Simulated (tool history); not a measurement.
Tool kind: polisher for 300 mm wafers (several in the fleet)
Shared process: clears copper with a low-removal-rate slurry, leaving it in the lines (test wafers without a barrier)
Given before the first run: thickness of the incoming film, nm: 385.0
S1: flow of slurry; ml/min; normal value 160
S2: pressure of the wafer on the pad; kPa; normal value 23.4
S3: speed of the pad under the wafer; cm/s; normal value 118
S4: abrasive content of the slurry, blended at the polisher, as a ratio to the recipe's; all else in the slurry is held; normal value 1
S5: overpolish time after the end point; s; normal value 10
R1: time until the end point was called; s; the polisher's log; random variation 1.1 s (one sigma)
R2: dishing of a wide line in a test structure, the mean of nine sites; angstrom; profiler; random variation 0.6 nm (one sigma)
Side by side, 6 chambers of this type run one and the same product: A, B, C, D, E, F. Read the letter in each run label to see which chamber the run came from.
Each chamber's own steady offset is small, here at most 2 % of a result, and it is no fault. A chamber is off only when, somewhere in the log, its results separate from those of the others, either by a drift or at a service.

{"run": "1F", "hour": 2.2, "S1": 160, "S2": 23.4, "S3": 118, "S4": 1, "S5": 10, "R1": 93.768, "R2": 294.29}
{"run": "2E", "hour": 6.2, "S1": 160, "S2": 23.4, "S3": 118, "S4": 1, "S5": 10, "R1": 94.202, "R2": 288.24}
{"run": "3B", "hour": 10.2, "S1": 160, "S2": 23.4, "S3": 118, "S4": 1, "S5": 10, "R1": 95.277, "R2": 299.5}
{"hour": 12.3, "done": "chamber A: worn pad replaced by a new one"}
{"run": "4C", "hour": 13.2, "S1": 160, "S2": 23.4, "S3": 118, "S4": 1, "S5": 10, "R1": 94.881, "R2": 298.51}
{"run": "5D", "hour": 16.3, "S1": 160, "S2": 23.4, "S3": 118, "S4": 1, "S5": 10, "R1": 95.186, "R2": 297.38}
{"run": "6A", "hour": 19.5, "S1": 160, "S2": 23.4, "S3": 118, "S4": 1, "S5": 10, "R1": 95.841, "R2": 289.9}
{"run": "7D", "hour": 23.1, "S1": 160, "S2": 23.4, "S3": 118, "S4": 1, "S5": 10, "R1": 92.771, "R2": 298.33}
{"hour": 25.0, "done": "chamber A: slurry blender recalibrated"}
{"run": "8F", "hour": 26.3, "S1": 160, "S2": 23.4, "S3": 154, "S4": 1.15, "S5": 10, "R1": 70.984, "R2": 376.44}
{"run": "9E", "hour": 29.5, "S1": 160, "S2": 23.4, "S3": 154, "S4": 1.15, "S5": 10, "R1": 70.325, "R2": 386.09}
{"hour": 31.3, "done": "chamber C: slurry nozzle cleaned"}
{"run": "10C", "hour": 31.6, "S1": 160, "S2": 23.4, "S3": 154, "S4": 1.15, "S5": 10, "R1": 69.319, "R2": 387.66}
{"hour": 32.3, "done": "chamber C: worn pad replaced by a new one"}
{"run": "11B", "hour": 36.0, "S1": 160, "S2": 23.4, "S3": 154, "S4": 1.15, "S5": 10, "R1": 69.707, "R2": 391.98}
{"run": "12A", "hour": 40.5, "S1": 160, "S2": 23.4, "S3": 154, "S4": 1.15, "S5": 10, "R1": 69.651, "R2": 374.2}
{"hour": 41.4, "done": "chamber D: worn pad replaced by a new one"}
{"run": "13B", "hour": 43.1, "S1": 160, "S2": 23.4, "S3": 154, "S4": 1.15, "S5": 10, "R1": 71.045, "R2": 391.36}
{"run": "14D", "hour": 46.3, "S1": 160, "S2": 23.4, "S3": 118, "S4": 1, "S5": 10, "R1": 95.082, "R2": 291.51}
{"hour": 47.0, "done": "chamber F: worn pad replaced by a new one"}
{"run": "15E", "hour": 49.8, "S1": 195, "S2": 23.4, "S3": 84, "S4": 1, "S5": 10, "R1": 128.54, "R2": 215.34}
{"hour": 51.1, "done": "chamber C: head pressure recalibrated"}
{"run": "16C", "hour": 52.0, "S1": 195, "S2": 23.4, "S3": 84, "S4": 1, "S5": 10, "R1": 146.29, "R2": 192.44}
{"run": "17A", "hour": 55.1, "S1": 195, "S2": 23.4, "S3": 84, "S4": 1, "S5": 10, "R1": 128.36, "R2": 216.19}
{"run": "18F", "hour": 59.5, "S1": 195, "S2": 23.4, "S3": 84, "S4": 1, "S5": 10, "R1": 129.1, "R2": 224.02}
{"run": "19E", "hour": 63.7, "S1": 195, "S2": 23.4, "S3": 84, "S4": 1, "S5": 10, "R1": 129.81, "R2": 218.48}
{"run": "20D", "hour": 66.6, "S1": 195, "S2": 23.4, "S3": 84, "S4": 1, "S5": 10, "R1": 128.03, "R2": 218.23}
{"hour": 67.8, "done": "chamber D: slurry blender recalibrated"}
{"run": "21F", "hour": 69.4, "S1": 160, "S2": 23.4, "S3": 138, "S4": 1, "S5": 10, "R1": 82.782, "R2": 328.85}
{"hour": 70.9, "done": "chamber B: worn pad replaced by a new one"}
{"run": "22B", "hour": 72.9, "S1": 160, "S2": 23.4, "S3": 138, "S4": 1, "S5": 10, "R1": 82, "R2": 341.56}
{"run": "23C", "hour": 76.9, "S1": 160, "S2": 23.4, "S3": 138, "S4": 1, "S5": 10, "R1": 92.844, "R2": 307.94}
{"run": "24A", "hour": 80.0, "S1": 160, "S2": 23.4, "S3": 138, "S4": 1, "S5": 10, "R1": 80.545, "R2": 326.92}
{"run": "25E", "hour": 82.5, "S1": 160, "S2": 23.4, "S3": 138, "S4": 1, "S5": 10, "R1": 79.616, "R2": 332.82}
{"run": "26D", "hour": 86.6, "S1": 160, "S2": 23.4, "S3": 138, "S4": 1, "S5": 10, "R1": 81.758, "R2": 332.41}
{"run": "27F", "hour": 89.9, "S1": 160, "S2": 23.4, "S3": 118, "S4": 1, "S5": 10, "R1": 96.377, "R2": 303.25}
{"hour": 92.6, "done": "chamber E: worn pad replaced by a new one"}
{"run": "28B", "hour": 93.2, "S1": 160, "S2": 23.4, "S3": 118, "S4": 1, "S5": 10, "R1": 94.228, "R2": 294.48}
{"run": "29C", "hour": 96.5, "S1": 160, "S2": 23.4, "S3": 118, "S4": 1, "S5": 10, "R1": 108.79, "R2": 263.84}
{"run": "30A", "hour": 99.0, "S1": 160, "S2": 23.4, "S3": 118, "S4": 1, "S5": 10, "R1": 96.59, "R2": 289.6}
{"hour": 100.5, "done": "chamber F: slurry blender recalibrated"}
{"run": "31D", "hour": 101.5, "S1": 160, "S2": 23.4, "S3": 118, "S4": 1, "S5": 10, "R1": 95.071, "R2": 294.77}
{"hour": 105.1, "done": "chamber C: worn pad replaced by a new one"}
{"run": "32B", "hour": 105.5, "S1": 160, "S2": 23.4, "S3": 118, "S4": 1, "S5": 10, "R1": 95.428, "R2": 292.48}
{"hour": 106.6, "done": "chamber F: worn pad replaced by a new one"}
{"run": "33A", "hour": 109.9, "S1": 160, "S2": 23.4, "S3": 118, "S4": 1, "S5": 10, "R1": 94.705, "R2": 284.3}
{"hour": 112.0, "done": "chamber A: worn pad replaced by a new one"}
{"run": "34C", "hour": 113.2, "S1": 160, "S2": 23.4, "S3": 118, "S4": 1, "S5": 10, "R1": 106.78, "R2": 256.7}
{"run": "35E", "hour": 117.6, "S1": 160, "S2": 23.4, "S3": 118, "S4": 1, "S5": 10, "R1": 93.616, "R2": 291.9}
{"run": "36F", "hour": 120.5, "S1": 125, "S2": 17.2, "S3": 118, "S4": 1, "S5": 10, "R1": 137.16, "R2": 214.35}
{"run": "37C", "hour": 122.6, "S1": 125, "S2": 17.2, "S3": 118, "S4": 1, "S5": 10, "R1": 153.34, "R2": 186.27}
{"run": "38A", "hour": 126.8, "S1": 125, "S2": 17.2, "S3": 118, "S4": 1, "S5": 10, "R1": 132.18, "R2": 203.48}

Which is it: a chamber that has drifted or been left off by a service, a gauge drift common to all chambers, or only each chamber's usual small offset? If a chamber is off, name it and its likeliest cause.

Chamber C has stood off from the others ever since a service on it.
Likeliest cause: head's pressure below its setpoint, % = 12.

Below are 4 candidate recipes for chamber C's next run, each the usual settings with a change, their results shown as question marks. Which of them brings C's results back in line with what the other chambers give on the usual settings?
In line means no further than this from the other chambers' mean on the usual settings: R1 3.9 s; R2 21 angstrom
{"run": "39C-1", "hour": 130.1, "S1": 165, "S2": 26.2, "S3": 130, "S4": 1, "S5": 10, "R1": "?", "R2": "?"}
{"run": "39C-2", "hour": 130.1, "S1": 160, "S2": 21.4, "S3": 106, "S4": 1, "S5": 10, "R1": "?", "R2": "?"}
{"run": "39C-3", "hour": 130.1, "S1": 160, "S2": 24.8, "S3": 126, "S4": 1, "S5": 10, "R1": "?", "R2": "?"}
{"run": "39C-4", "hour": 130.1, "S1": 160, "S2": 22.1, "S3": 110, "S4": 1, "S5": 10, "R1": "?", "R2": "?"}

What the other chambers average on the usual settings: R1 94.868 s; R2 293.66 angstrom
run=39C-1 R1=87.326 R2=319.36
run=39C-2 R1=132.14 R2=217.61
run=39C-3 R1=95.621 R2=293.8
run=39C-4 R1=123.33 R2=232.13
39C-3 brings the chamber back in line.

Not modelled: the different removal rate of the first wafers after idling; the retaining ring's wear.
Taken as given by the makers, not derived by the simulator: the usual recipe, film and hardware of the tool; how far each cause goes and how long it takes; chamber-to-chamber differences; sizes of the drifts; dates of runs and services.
